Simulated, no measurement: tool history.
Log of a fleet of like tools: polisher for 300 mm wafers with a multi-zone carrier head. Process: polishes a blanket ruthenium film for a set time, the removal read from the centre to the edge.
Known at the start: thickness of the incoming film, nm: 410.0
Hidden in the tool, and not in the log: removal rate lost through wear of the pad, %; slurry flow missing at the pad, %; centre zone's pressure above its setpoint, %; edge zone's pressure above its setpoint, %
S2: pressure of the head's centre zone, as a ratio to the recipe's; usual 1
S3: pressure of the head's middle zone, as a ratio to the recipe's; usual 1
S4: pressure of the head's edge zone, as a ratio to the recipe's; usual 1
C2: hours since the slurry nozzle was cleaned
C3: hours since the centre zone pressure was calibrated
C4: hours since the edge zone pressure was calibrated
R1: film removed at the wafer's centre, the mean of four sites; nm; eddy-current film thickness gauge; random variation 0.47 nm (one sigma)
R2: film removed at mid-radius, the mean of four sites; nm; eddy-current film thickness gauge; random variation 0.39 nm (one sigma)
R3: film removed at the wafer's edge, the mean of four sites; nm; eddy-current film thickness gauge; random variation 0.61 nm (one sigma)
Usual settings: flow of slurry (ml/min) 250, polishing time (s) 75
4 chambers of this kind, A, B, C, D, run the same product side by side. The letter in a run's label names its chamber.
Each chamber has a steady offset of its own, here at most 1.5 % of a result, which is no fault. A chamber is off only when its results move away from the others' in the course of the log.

{"run": "1A", "day": 0.158, "flow of slurry (ml/min)": 250, "S2": 1, "S3": 1, "S4": 1, "polishing time (s)": 75, "wafers polished on this pad": 68, "C2": 59.4, "C3": 184.7, "C4": 308.4, "R1": 55.735, "R2": 55, "R3": 55.106}
{"run": "2D", "day": 0.354, "flow of slurry (ml/min)": 250, "S2": 1, "S3": 1, "S4": 1, "polishing time (s)": 75, "wafers polished on this pad": 295, "C2": 327.6, "C3": 253.2, "C4": 1179, "R1": 55.017, "R2": 55.105, "R3": 55.867}
{"run": "3B", "day": 0.508, "flow of slurry (ml/min)": 250, "S2": 1, "S3": 1, "S4": 1, "polishing time (s)": 75, "wafers polished on this pad": 1012, "C2": 538.3, "C3": 572.8, "C4": 1126.7, "R1": 53.96, "R2": 54.243, "R3": 56.257}
{"run": "4C", "day": 0.683, "flow of slurry (ml/min)": 250, "S2": 1, "S3": 1, "S4": 1, "polishing time (s)": 75, "wafers polished on this pad": 286, "C2": 206.8, "C3": 515.1, "C4": 37.8, "R1": 55.935, "R2": 54.898, "R3": 53.407}
{"run": "5B", "day": 0.846, "flow of slurry (ml/min)": 250, "S2": 1, "S3": 1, "S4": 1, "polishing time (s)": 75, "wafers polished on this pad": 1072, "C2": 546.4, "C3": 580.9, "C4": 1134.8, "R1": 54.473, "R2": 54.819, "R3": 55.593}
{"run": "6A", "day": 1.0, "flow of slurry (ml/min)": 250, "S2": 1, "S3": 1, "S4": 1, "polishing time (s)": 75, "wafers polished on this pad": 218, "C2": 79.6, "C3": 204.9, "C4": 328.6, "R1": 55.411, "R2": 54.361, "R3": 55.598}
{"run": "7D", "day": 1.154, "flow of slurry (ml/min)": 250, "S2": 1, "S3": 1, "S4": 1, "polishing time (s)": 75, "wafers polished on this pad": 438, "C2": 346.8, "C3": 272.4, "C4": 1198.2, "R1": 55.205, "R2": 54.493, "R3": 55.548}
{"run": "8C", "day": 1.308, "flow of slurry (ml/min)": 250, "S2": 1.11, "S3": 1, "S4": 1, "polishing time (s)": 75, "wafers polished on this pad": 398, "C2": 221.8, "C3": 530.1, "C4": 52.8, "R1": 62.518, "R2": 55.581, "R3": 54.8}
{"run": "9A", "day": 1.467, "flow of slurry (ml/min)": 250, "S2": 1.11, "S3": 1, "S4": 1, "polishing time (s)": 75, "wafers polished on this pad": 302, "C2": 90.8, "C3": 216.1, "C4": 339.8, "R1": 63.14, "R2": 55.696, "R3": 56.776}
{"run": "10C", "day": 1.658, "flow of slurry (ml/min)": 250, "S2": 1.11, "S3": 1, "S4": 1, "polishing time (s)": 75, "wafers polished on this pad": 460, "C2": 230.2, "C3": 538.5, "C4": 61.2, "R1": 63.098, "R2": 55.741, "R3": 55.019}
{"day": 1.804, "done": "chamber B: worn pad replaced by a new one"}
{"run": "11D", "day": 1.842, "flow of slurry (ml/min)": 250, "S2": 1.11, "S3": 1, "S4": 1, "polishing time (s)": 75, "wafers polished on this pad": 561, "C2": 363.3, "C3": 288.9, "C4": 1214.7, "R1": 61.579, "R2": 54.268, "R3": 55.047}
{"run": "12B", "day": 1.958, "flow of slurry (ml/min)": 250, "S2": 1, "S3": 1, "S4": 1, "polishing time (s)": 75, "wafers polished on this pad": 28, "C2": 573.1, "C3": 607.6, "C4": 1161.5, "R1": 55.148, "R2": 55.207, "R3": 56.151}
{"run": "13A", "day": 2.158, "flow of slurry (ml/min)": 250, "S2": 1.06, "S3": 1, "S4": 1, "polishing time (s)": 75, "wafers polished on this pad": 426, "C2": 107.4, "C3": 232.7, "C4": 356.4, "R1": 59.114, "R2": 54.309, "R3": 55.887}
{"run": "14B", "day": 2.258, "flow of slurry (ml/min)": 250, "S2": 1.06, "S3": 1, "S4": 1, "polishing time (s)": 75, "wafers polished on this pad": 82, "C2": 580.3, "C3": 614.8, "C4": 1168.7, "R1": 58.852, "R2": 54.951, "R3": 55.271}
{"run": "15D", "day": 2.442, "flow of slurry (ml/min)": 250, "S2": 1.06, "S3": 1, "S4": 1, "polishing time (s)": 75, "wafers polished on this pad": 669, "C2": 377.7, "C3": 303.3, "C4": 1229.1, "R1": 59.163, "R2": 54.103, "R3": 56.084}
{"run": "16C", "day": 2.592, "flow of slurry (ml/min)": 250, "S2": 1.06, "S3": 1, "S4": 1, "polishing time (s)": 75, "wafers polished on this pad": 627, "C2": 252.6, "C3": 560.9, "C4": 83.6, "R1": 57.711, "R2": 54.12, "R3": 55.062}
{"run": "17B", "day": 2.721, "flow of slurry (ml/min)": 250, "S2": 1, "S3": 1, "S4": 1, "polishing time (s)": 75, "wafers polished on this pad": 164, "C2": 591.4, "C3": 625.9, "C4": 1179.8, "R1": 54.069, "R2": 54.399, "R3": 55.671}
{"day": 2.729, "done": "chamber D: worn pad replaced by a new one"}
{"run": "18A", "day": 2.829, "flow of slurry (ml/min)": 250, "S2": 1, "S3": 1, "S4": 1, "polishing time (s)": 75, "wafers polished on this pad": 546, "C2": 123.5, "C3": 248.8, "C4": 372.5, "R1": 56.651, "R2": 54.719, "R3": 55.939}
{"run": "19C", "day": 2.975, "flow of slurry (ml/min)": 250, "S2": 1, "S3": 1, "S4": 1, "polishing time (s)": 75, "wafers polished on this pad": 696, "C2": 261.8, "C3": 570.1, "C4": 92.8, "R1": 54.239, "R2": 53.876, "R3": 53.756}
{"run": "20D", "day": 3.096, "flow of slurry (ml/min)": 300, "S2": 1, "S3": 1.11, "S4": 1, "polishing time (s)": 75, "wafers polished on this pad": 66, "C2": 393.4, "C3": 319, "C4": 1244.8, "R1": 56.322, "R2": 61.76, "R3": 55.82}
{"run": "21D", "day": 3.275, "flow of slurry (ml/min)": 300, "S2": 1, "S3": 1.11, "S4": 1, "polishing time (s)": 75, "wafers polished on this pad": 98, "C2": 397.7, "C3": 323.3, "C4": 1249.1, "R1": 56.406, "R2": 61.203, "R3": 56.114}
{"run": "22B", "day": 3.458, "flow of slurry (ml/min)": 300, "S2": 1, "S3": 1.11, "S4": 1, "polishing time (s)": 75, "wafers polished on this pad": 296, "C2": 609.1, "C3": 643.6, "C4": 1197.5, "R1": 56.425, "R2": 61.825, "R3": 55.264}
{"run": "23C", "day": 3.6, "flow of slurry (ml/min)": 300, "S2": 1, "S3": 1.11, "S4": 1, "polishing time (s)": 75, "wafers polished on this pad": 808, "C2": 276.8, "C3": 585.1, "C4": 107.8, "R1": 54.858, "R2": 60.747, "R3": 52.927}
{"run": "24A", "day": 3.717, "flow of slurry (ml/min)": 250, "S2": 1, "S3": 1, "S4": 1, "polishing time (s)": 75, "wafers polished on this pad": 704, "C2": 144.8, "C3": 270.1, "C4": 393.8, "R1": 56.322, "R2": 55.066, "R3": 56.21}
{"run": "25C", "day": 3.846, "flow of slurry (ml/min)": 250, "S2": 0.91, "S3": 1, "S4": 1, "polishing time (s)": 75, "wafers polished on this pad": 852, "C2": 282.7, "C3": 591, "C4": 113.7, "R1": 47.483, "R2": 52.84, "R3": 52.654}
{"run": "26A", "day": 3.962, "flow of slurry (ml/min)": 250, "S2": 0.91, "S3": 1, "S4": 1, "polishing time (s)": 75, "wafers polished on this pad": 748, "C2": 150.7, "C3": 276, "C4": 399.7, "R1": 50.84, "R2": 54.551, "R3": 55.236}
{"run": "27B", "day": 4.1, "flow of slurry (ml/min)": 250, "S2": 0.91, "S3": 1, "S4": 1, "polishing time (s)": 75, "wafers polished on this pad": 411, "C2": 624.5, "C3": 659, "C4": 1212.9, "R1": 49.801, "R2": 54.838, "R3": 55.796}
{"run": "28D", "day": 4.196, "flow of slurry (ml/min)": 250, "S2": 0.91, "S3": 1, "S4": 1, "polishing time (s)": 75, "wafers polished on this pad": 262, "C2": 419.8, "C3": 345.4, "C4": 1271.2, "R1": 49.199, "R2": 54.719, "R3": 56.38}
{"run": "29B", "day": 4.283, "flow of slurry (ml/min)": 250, "S2": 1, "S3": 0.91, "S4": 1, "polishing time (s)": 54, "wafers polished on this pad": 444, "C2": 628.9, "C3": 663.4, "C4": 1217.3, "R1": 39.813, "R2": 36.377, "R3": 40.225}
{"day": 4.479, "done": "chamber B: slurry nozzle cleaned"}
{"run": "30D", "day": 4.479, "flow of slurry (ml/min)": 250, "S2": 1, "S3": 0.91, "S4": 1, "polishing time (s)": 54, "wafers polished on this pad": 313, "C2": 426.6, "C3": 352.2, "C4": 1278, "R1": 39.779, "R2": 36.227, "R3": 39.315}
{"run": "31C", "day": 4.6, "flow of slurry (ml/min)": 250, "S2": 1, "S3": 0.91, "S4": 1, "polishing time (s)": 54, "wafers polished on this pad": 987, "C2": 300.8, "C3": 609.1, "C4": 131.8, "R1": 37.472, "R2": 34.393, "R3": 36.863}
{"run": "32A", "day": 4.721, "flow of slurry (ml/min)": 250, "S2": 1, "S3": 0.91, "S4": 1, "polishing time (s)": 54, "wafers polished on this pad": 884, "C2": 168.9, "C3": 294.2, "C4": 417.9, "R1": 40.491, "R2": 35.832, "R3": 40.064}
{"run": "33C", "day": 4.846, "flow of slurry (ml/min)": 250, "S2": 1, "S3": 1, "S4": 1, "polishing time (s)": 75, "wafers polished on this pad": 1031, "C2": 306.7, "C3": 615, "C4": 137.7, "R1": 52.728, "R2": 51.802, "R3": 50.663}
{"run": "34B", "day": 4.95, "flow of slurry (ml/min)": 250, "S2": 1, "S3": 1, "S4": 1, "polishing time (s)": 75, "wafers polished on this pad": 563, "C2": 11.4, "C3": 679.4, "C4": 1233.3, "R1": 55.945, "R2": 54.591, "R3": 56.671}

What goes on in this fleet: one chamber off, a drifting gauge, or nothing beyond the chambers' own small offsets? Name the chamber and the cause, if any.

Chamber C drifts away from the others.
Cause: removal rate lost through wear of the pad, % = 7.33.
The log may not tell that from: slurry flow missing at the pad, %.

Here are 4 candidates for chamber C's next run, each the usual settings with a change, their results left as question marks. Which one brings its results back in line with what the others give on the usual settings?
In line means no further than this from the other chambers' mean on the usual settings: R1 1.7 nm; R2 1.3 nm; R3 2.2 nm
{"run": "35C-1", "day": 5.092, "flow of slurry (ml/min)": 250, "S2": 1.02, "S3": 1.04, "S4": 0.96, "polishing time (s)": 64, "R1": "?", "R2": "?", "R3": "?"}
{"run": "35C-2", "day": 5.092, "flow of slurry (ml/min)": 250, "S2": 1.01, "S3": 1.02, "S4": 0.98, "polishing time (s)": 69, "R1": "?", "R2": "?", "R3": "?"}
{"run": "35C-3", "day": 5.092, "flow of slurry (ml/min)": 250, "S2": 0.98, "S3": 0.97, "S4": 1.04, "polishing time (s)": 87, "R1": "?", "R2": "?", "R3": "?"}
{"run": "35C-4", "day": 5.092, "flow of slurry (ml/min)": 250, "S2": 0.99, "S3": 0.98, "S4": 1.02, "polishing time (s)": 81, "R1": "?", "R2": "?", "R3": "?"}

The other chambers' mean on the usual settings: R1 55.158 nm; R2 54.728 nm; R3 55.38 nm
run=35C-1 R1=45.407 R2=45.629 R3=42.665
run=35C-2 R1=48.423 R2=48.311 R3=46.503
run=35C-3 R1=59.054 R2=58.135 R3=60.531
run=35C-4 R1=55.6 R2=54.642 R3=55.773
35C-4 brings the chamber back in line.
